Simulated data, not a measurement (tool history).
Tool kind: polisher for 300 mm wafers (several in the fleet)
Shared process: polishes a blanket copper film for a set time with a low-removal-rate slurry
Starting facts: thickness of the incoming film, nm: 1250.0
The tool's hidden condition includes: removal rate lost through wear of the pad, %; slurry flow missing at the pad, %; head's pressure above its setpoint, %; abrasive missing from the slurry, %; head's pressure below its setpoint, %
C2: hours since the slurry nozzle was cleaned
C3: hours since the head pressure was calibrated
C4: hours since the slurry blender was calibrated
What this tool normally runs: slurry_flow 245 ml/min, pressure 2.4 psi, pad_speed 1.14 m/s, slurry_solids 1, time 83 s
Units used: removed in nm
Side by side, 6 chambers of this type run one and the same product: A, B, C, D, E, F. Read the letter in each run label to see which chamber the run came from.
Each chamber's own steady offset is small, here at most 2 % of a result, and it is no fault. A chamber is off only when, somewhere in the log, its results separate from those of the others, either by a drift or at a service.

{"day": 0.183, "done": "chamber F: worn pad replaced by a new one"}
{"run": "1F", "day": 0.212, "slurry_flow": 245, "pressure": 2.4, "pad_speed": 1.14, "slurry_solids": 1, "time": 83, "wafers polished on this pad": 4, "C2": 379.6, "C3": 543.4, "C4": 45.7, "removed": 226.17}
{"run": "2D", "day": 0.429, "slurry_flow": 245, "pressure": 2.4, "pad_speed": 1.14, "slurry_solids": 1, "time": 83, "wafers polished on this pad": 326, "C2": 53.1, "C3": 747.3, "C4": 129.2, "removed": 223.18}
{"day": 0.583, "done": "chamber A: slurry blender recalibrated"}
{"run": "3B", "day": 0.654, "slurry_flow": 245, "pressure": 2.4, "pad_speed": 1.14, "slurry_solids": 1, "time": 83, "wafers polished on this pad": 341, "C2": 472.9, "C3": 173.1, "C4": 69.8, "removed": 223.59}
{"run": "4A", "day": 0.846, "slurry_flow": 245, "pressure": 2.4, "pad_speed": 1.14, "slurry_solids": 1, "time": 83, "wafers polished on this pad": 682, "C2": 300.3, "C3": 288.5, "C4": 6.4, "removed": 227.77}
{"run": "5C", "day": 1.067, "slurry_flow": 245, "pressure": 2.4, "pad_speed": 1.14, "slurry_solids": 1, "time": 83, "wafers polished on this pad": 424, "C2": 166.1, "C3": 77.8, "C4": 303.8, "removed": 224.4}
{"run": "6E", "day": 1.304, "slurry_flow": 245, "pressure": 2.4, "pad_speed": 1.14, "slurry_solids": 1, "time": 83, "wafers polished on this pad": 308, "C2": 287.7, "C3": 839.1, "C4": 319.3, "removed": 227.48}
{"run": "7D", "day": 1.629, "slurry_flow": 245, "pressure": 2.4, "pad_speed": 1.14, "slurry_solids": 1, "time": 83, "wafers polished on this pad": 505, "C2": 81.9, "C3": 776.1, "C4": 158, "removed": 225.86}
{"run": "8C", "day": 2.025, "slurry_flow": 245, "pressure": 2.4, "pad_speed": 1.14, "slurry_solids": 1, "time": 83, "wafers polished on this pad": 567, "C2": 189.1, "C3": 100.8, "C4": 326.8, "removed": 222.99}
{"day": 2.146, "done": "chamber C: slurry blender recalibrated"}
{"day": 2.271, "done": "chamber C: worn pad replaced by a new one"}
{"run": "9E", "day": 2.362, "slurry_flow": 245, "pressure": 2.4, "pad_speed": 1.4, "slurry_solids": 1, "time": 71, "wafers polished on this pad": 465, "C2": 313.1, "C3": 864.5, "C4": 344.7, "removed": 237.26}
{"run": "10A", "day": 2.683, "slurry_flow": 245, "pressure": 2.4, "pad_speed": 1.4, "slurry_solids": 1, "time": 71, "wafers polished on this pad": 956, "C2": 344.4, "C3": 332.6, "C4": 50.5, "removed": 237.99}
{"run": "11B", "day": 3.1, "slurry_flow": 245, "pressure": 2.4, "pad_speed": 1.4, "slurry_solids": 1, "time": 71, "wafers polished on this pad": 706, "C2": 531.6, "C3": 231.8, "C4": 128.5, "removed": 235.71}
{"day": 3.221, "done": "chamber E: worn pad replaced by a new one"}
{"run": "12F", "day": 3.417, "slurry_flow": 245, "pressure": 2.4, "pad_speed": 1.4, "slurry_solids": 1, "time": 71, "wafers polished on this pad": 482, "C2": 456.5, "C3": 620.3, "C4": 122.6, "removed": 239.05}
{"day": 3.675, "done": "chamber F: slurry blender recalibrated"}
{"run": "13D", "day": 3.725, "slurry_flow": 245, "pressure": 2.4, "pad_speed": 1.4, "slurry_solids": 1, "time": 71, "wafers polished on this pad": 817, "C2": 132.2, "C3": 826.4, "C4": 208.3, "removed": 233.94}
{"day": 3.829, "done": "chamber B: worn pad replaced by a new one"}
{"day": 4.038, "done": "chamber B: slurry blender recalibrated"}
{"run": "14F", "day": 4.062, "slurry_flow": 245, "pressure": 2.4, "pad_speed": 1.4, "slurry_solids": 1, "time": 71, "wafers polished on this pad": 578, "C2": 472, "C3": 635.8, "C4": 9.3, "removed": 238.33}
{"run": "15A", "day": 4.288, "slurry_flow": 245, "pressure": 2.4, "pad_speed": 1.14, "slurry_solids": 1, "time": 83, "wafers polished on this pad": 1195, "C2": 382.9, "C3": 371.1, "C4": 89, "removed": 225.5}
{"run": "16C", "day": 4.692, "slurry_flow": 205, "pressure": 2.4, "pad_speed": 1.14, "slurry_solids": 1, "time": 83, "wafers polished on this pad": 360, "C2": 253.1, "C3": 164.8, "C4": 61.2, "removed": 217.54}
{"day": 4.958, "done": "chamber B: head pressure recalibrated"}
{"run": "17E", "day": 5.067, "slurry_flow": 205, "pressure": 2.4, "pad_speed": 1.14, "slurry_solids": 1, "time": 83, "wafers polished on this pad": 275, "C2": 378, "C3": 929.4, "C4": 409.6, "removed": 222.08}
{"day": 5.242, "done": "chamber B: slurry nozzle cleaned"}
{"run": "18B", "day": 5.333, "slurry_flow": 205, "pressure": 2.4, "pad_speed": 1.14, "slurry_solids": 1, "time": 83, "wafers polished on this pad": 224, "C2": 2.2, "C3": 9, "C4": 31.1, "removed": 204.42}
{"run": "19B", "day": 5.612, "slurry_flow": 205, "pressure": 2.4, "pad_speed": 1.14, "slurry_solids": 1, "time": 83, "wafers polished on this pad": 265, "C2": 8.9, "C3": 15.7, "C4": 37.8, "removed": 206.33}
{"run": "20A", "day": 5.983, "slurry_flow": 205, "pressure": 2.4, "pad_speed": 1.14, "slurry_solids": 1, "time": 83, "wafers polished on this pad": 1448, "C2": 423.6, "C3": 411.8, "C4": 129.7, "removed": 221.66}
{"day": 6.292, "done": "chamber A: worn pad replaced by a new one"}
{"run": "21D", "day": 6.338, "slurry_flow": 205, "pressure": 2.4, "pad_speed": 1.14, "slurry_solids": 1, "time": 83, "wafers polished on this pad": 1207, "C2": 194.9, "C3": 889.1, "C4": 271, "removed": 222.52}
{"day": 6.496, "done": "chamber C: slurry nozzle cleaned"}
{"day": 6.567, "done": "chamber E: slurry nozzle cleaned"}
{"run": "22C", "day": 6.638, "slurry_flow": 245, "pressure": 2.4, "pad_speed": 1.14, "slurry_solids": 1, "time": 83, "wafers polished on this pad": 651, "C2": 3.4, "C3": 211.5, "C4": 107.9, "removed": 222.03}
{"day": 6.762, "done": "chamber E: worn pad replaced by a new one"}
{"run": "23F", "day": 6.896, "slurry_flow": 245, "pressure": 2.4, "pad_speed": 1.14, "slurry_solids": 1, "time": 83, "wafers polished on this pad": 1000, "C2": 540, "C3": 703.8, "C4": 77.3, "removed": 224.96}
{"day": 6.983, "done": "chamber A: slurry blender recalibrated"}
{"day": 7.062, "done": "chamber F: slurry nozzle cleaned"}
{"day": 7.154, "done": "chamber C: worn pad replaced by a new one"}
{"run": "24E", "day": 7.254, "slurry_flow": 245, "pressure": 1.8, "pad_speed": 1.14, "slurry_solids": 1, "time": 83, "wafers polished on this pad": 73, "C2": 16.6, "C3": 981.9, "C4": 462.1, "removed": 167.75}
{"day": 7.421, "done": "chamber F: worn pad replaced by a new one"}
{"run": "25F", "day": 7.592, "slurry_flow": 245, "pressure": 1.8, "pad_speed": 1.14, "slurry_solids": 1, "time": 83, "wafers polished on this pad": 25, "C2": 12.7, "C3": 720.5, "C4": 94, "removed": 169.89}
{"run": "26E", "day": 7.854, "slurry_flow": 245, "pressure": 1.8, "pad_speed": 1.14, "slurry_solids": 1, "time": 83, "wafers polished on this pad": 163, "C2": 31, "C3": 996.3, "C4": 476.5, "removed": 167.47}
{"day": 8.004, "done": "chamber F: slurry blender recalibrated"}
{"day": 8.046, "done": "chamber D: worn pad replaced by a new one"}
{"run": "27B", "day": 8.271, "slurry_flow": 245, "pressure": 1.8, "pad_speed": 1.14, "slurry_solids": 1, "time": 83, "wafers polished on this pad": 662, "C2": 72.7, "C3": 79.5, "C4": 101.6, "removed": 157.38}
{"run": "28D", "day": 8.483, "slurry_flow": 245, "pressure": 1.8, "pad_speed": 1.14, "slurry_solids": 1, "time": 83, "wafers polished on this pad": 65, "C2": 246.4, "C3": 940.6, "C4": 322.5, "removed": 170}
{"day": 8.592, "done": "chamber B: worn pad replaced by a new one"}
{"run": "29C", "day": 8.888, "slurry_flow": 245, "pressure": 1.8, "pad_speed": 1.14, "slurry_solids": 1, "time": 83, "wafers polished on this pad": 258, "C2": 57.4, "C3": 265.5, "C4": 161.9, "removed": 169.47}
{"day": 9.004, "done": "chamber E: slurry blender recalibrated"}
{"run": "30A", "day": 9.308, "slurry_flow": 245, "pressure": 2.4, "pad_speed": 1.14, "slurry_solids": 1, "time": 83, "wafers polished on this pad": 450, "C2": 503.4, "C3": 491.6, "C4": 55.9, "removed": 226.08}
{"day": 9.421, "done": "chamber D: slurry blender recalibrated"}
{"run": "31F", "day": 9.525, "slurry_flow": 245, "pressure": 2.4, "pad_speed": 1.14, "slurry_solids": 1, "time": 83, "wafers polished on this pad": 313, "C2": 59.1, "C3": 766.9, "C4": 36.6, "removed": 226.39}
{"run": "32C", "day": 9.708, "slurry_flow": 245, "pressure": 2.4, "pad_speed": 1.14, "slurry_solids": 1, "time": 83, "wafers polished on this pad": 381, "C2": 77.1, "C3": 285.2, "C4": 181.6, "removed": 222.67}
{"run": "33E", "day": 10.029, "slurry_flow": 245, "pressure": 2.4, "pad_speed": 1.14, "slurry_solids": 1, "time": 83, "wafers polished on this pad": 487, "C2": 83.2, "C3": 1048.5, "C4": 24.7, "removed": 227.8}
{"run": "34A", "day": 10.408, "slurry_flow": 180, "pressure": 2.4, "pad_speed": 1.14, "slurry_solids": 1, "time": 83, "wafers polished on this pad": 614, "C2": 529.8, "C3": 518, "C4": 82.3, "removed": 215.84}
{"run": "35B", "day": 10.596, "slurry_flow": 180, "pressure": 2.4, "pad_speed": 1.14, "slurry_solids": 1, "time": 83, "wafers polished on this pad": 298, "C2": 128.5, "C3": 135.3, "C4": 157.4, "removed": 202.18}
{"run": "36D", "day": 10.833, "slurry_flow": 180, "pressure": 2.4, "pad_speed": 1.14, "slurry_solids": 1, "time": 83, "wafers polished on this pad": 415, "C2": 302.8, "C3": 997, "C4": 34, "removed": 216.62}

Predict what each chamber gives when all 6 of them run the settings below next.
{"run": "37A", "day": 11.138, "slurry_flow": 245, "pressure": 2.4, "pad_speed": 1.14, "slurry_solids": 1, "time": 83, "removed": "?"}
{"run": "37B", "day": 11.138, "slurry_flow": 245, "pressure": 2.4, "pad_speed": 1.14, "slurry_solids": 1, "time": 83, "removed": "?"}
{"run": "37C", "day": 11.138, "slurry_flow": 245, "pressure": 2.4, "pad_speed": 1.14, "slurry_solids": 1, "time": 83, "removed": "?"}
{"run": "37D", "day": 11.138, "slurry_flow": 245, "pressure": 2.4, "pad_speed": 1.14, "slurry_solids": 1, "time": 83, "removed": "?"}
{"run": "37E", "day": 11.138, "slurry_flow": 245, "pressure": 2.4, "pad_speed": 1.14, "slurry_solids": 1, "time": 83, "removed": "?"}
{"run": "37F", "day": 11.138, "slurry_flow": 245, "pressure": 2.4, "pad_speed": 1.14, "slurry_solids": 1, "time": 83, "removed": "?"}

run=37A removed=227.37
run=37B removed=211.75
run=37C removed=224.86
run=37D removed=224.59
run=37E removed=225.37
run=37F removed=224.73
